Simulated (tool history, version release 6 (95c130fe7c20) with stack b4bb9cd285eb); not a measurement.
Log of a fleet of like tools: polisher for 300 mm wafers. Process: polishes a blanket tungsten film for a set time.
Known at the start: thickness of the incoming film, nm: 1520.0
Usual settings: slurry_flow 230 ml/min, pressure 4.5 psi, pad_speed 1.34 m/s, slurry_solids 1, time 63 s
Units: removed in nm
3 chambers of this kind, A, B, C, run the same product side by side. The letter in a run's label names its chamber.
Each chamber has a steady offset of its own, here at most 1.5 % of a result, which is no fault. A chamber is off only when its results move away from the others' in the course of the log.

run   hour  slurry_flow  pressure  pad_speed  slurry_solids  time  removed
 1A   11.1          230       4.5       1.34              1    63   456.69
      11.6  -- chamber C: worn pad replaced by a new one
 2C   21.8          230       4.5       1.34              1    63   465.93
 3B   28.1          230       4.5       1.34              1    63   460.22
      38.1  -- chamber B: worn pad replaced by a new one
 4C   38.7          230       4.5       1.34              1    63   468.53
      44.6  -- chamber A: worn pad replaced by a new one
 5B   48.5          230       4.5       1.34              1    63      447
 6A   54.8          230       4.5       1.34              1    63   457.57
 7B     61          230       4.5       1.34              1    63   451.27
      65.1  -- chamber B: slurry tank refilled with fresh slurry and peroxide
 8A     69          230       4.5       1.34              1    63   463.18
 9C   77.8          230       4.5       1.34           0.85    49   339.06
      78.5  -- chamber C: slurry nozzle cleaned
      78.9  -- chamber A: slurry tank refilled with fresh slurry and peroxide
10C   85.1          230       4.5       1.34           0.85    49   342.77
11B   92.4          230       4.5       1.34           0.85    49   338.31
12A     99          265       4.5       0.98              1    63   335.11
      99.7  -- chamber C: worn pad replaced by a new one
13B  105.1          265       4.5       0.98              1    63   337.38
     105.9  -- chamber C: slurry blender recalibrated
     106.1  -- chamber A: worn pad replaced by a new one
14C  113.4          265       4.5       0.98              1    63   343.18
     119.8  -- chamber B: slurry blender recalibrated
15A  121.5          230       4.5       1.34              1    63   457.29
     124.7  -- chamber B: head pressure recalibrated
     124.7  -- chamber A: slurry blender recalibrated
16B  128.3          200       3.5       1.34              1    63   342.73
     129.2  -- chamber B: slurry tank refilled with fresh slurry and peroxide
       134  -- chamber B: worn pad replaced by a new one
17A  136.9          200       3.5       1.34              1    63   348.16
       140  -- chamber C: slurry tank refilled with fresh slurry and peroxide
18C  147.6          200       3.5       1.34              1    63   352.18
19C  157.7          230       4.5       1.34              1    63   458.78
20B  162.6          230       4.5       1.34              1    63   446.53
21A  168.9          230       4.5       1.34              1    63   445.05
     170.9  -- chamber B: slurry nozzle cleaned
22C    175          230         4       1.34              1    63      410
     180.5  -- chamber C: worn pad replaced by a new one
     183.2  -- chamber A: worn pad replaced by a new one
23B  184.3          230         4       1.34              1    63   401.16
     189.7  -- chamber B: slurry tank refilled with fresh slurry and peroxide
24A    193          230         4       1.34              1    63   403.35
25C  199.7          230       4.5       1.34              1    63   462.19
     201.6  -- chamber A: slurry tank refilled with fresh slurry and peroxide
26B  208.1          230       4.5       1.34              1    63   454.23
     210.6  -- chamber A: head pressure recalibrated
27A  216.5          160       4.5       1.34              1    63   418.63
     222.5  -- chamber B: worn pad replaced by a new one
28C  225.7          160       4.5       1.34              1    63   442.92
29A  233.1          160       4.5       1.34              1    63   410.82
       243  -- chamber B: slurry tank refilled with fresh slurry and peroxide
30B    244          230       4.5       1.34              1    63   453.82
31C  252.4          230       4.5       1.34              1    63   457.86

All 3 chambers run these settings next. Forecast each chamber's results:
32A  260.3          230       4.5       1.34           1.15    63        ?
32B  260.3          230       4.5       1.34           1.15    63        ?
32C  260.3          230       4.5       1.34           1.15    63        ?

run  removed
32A    456.6
32B   472.51
32C    476.3
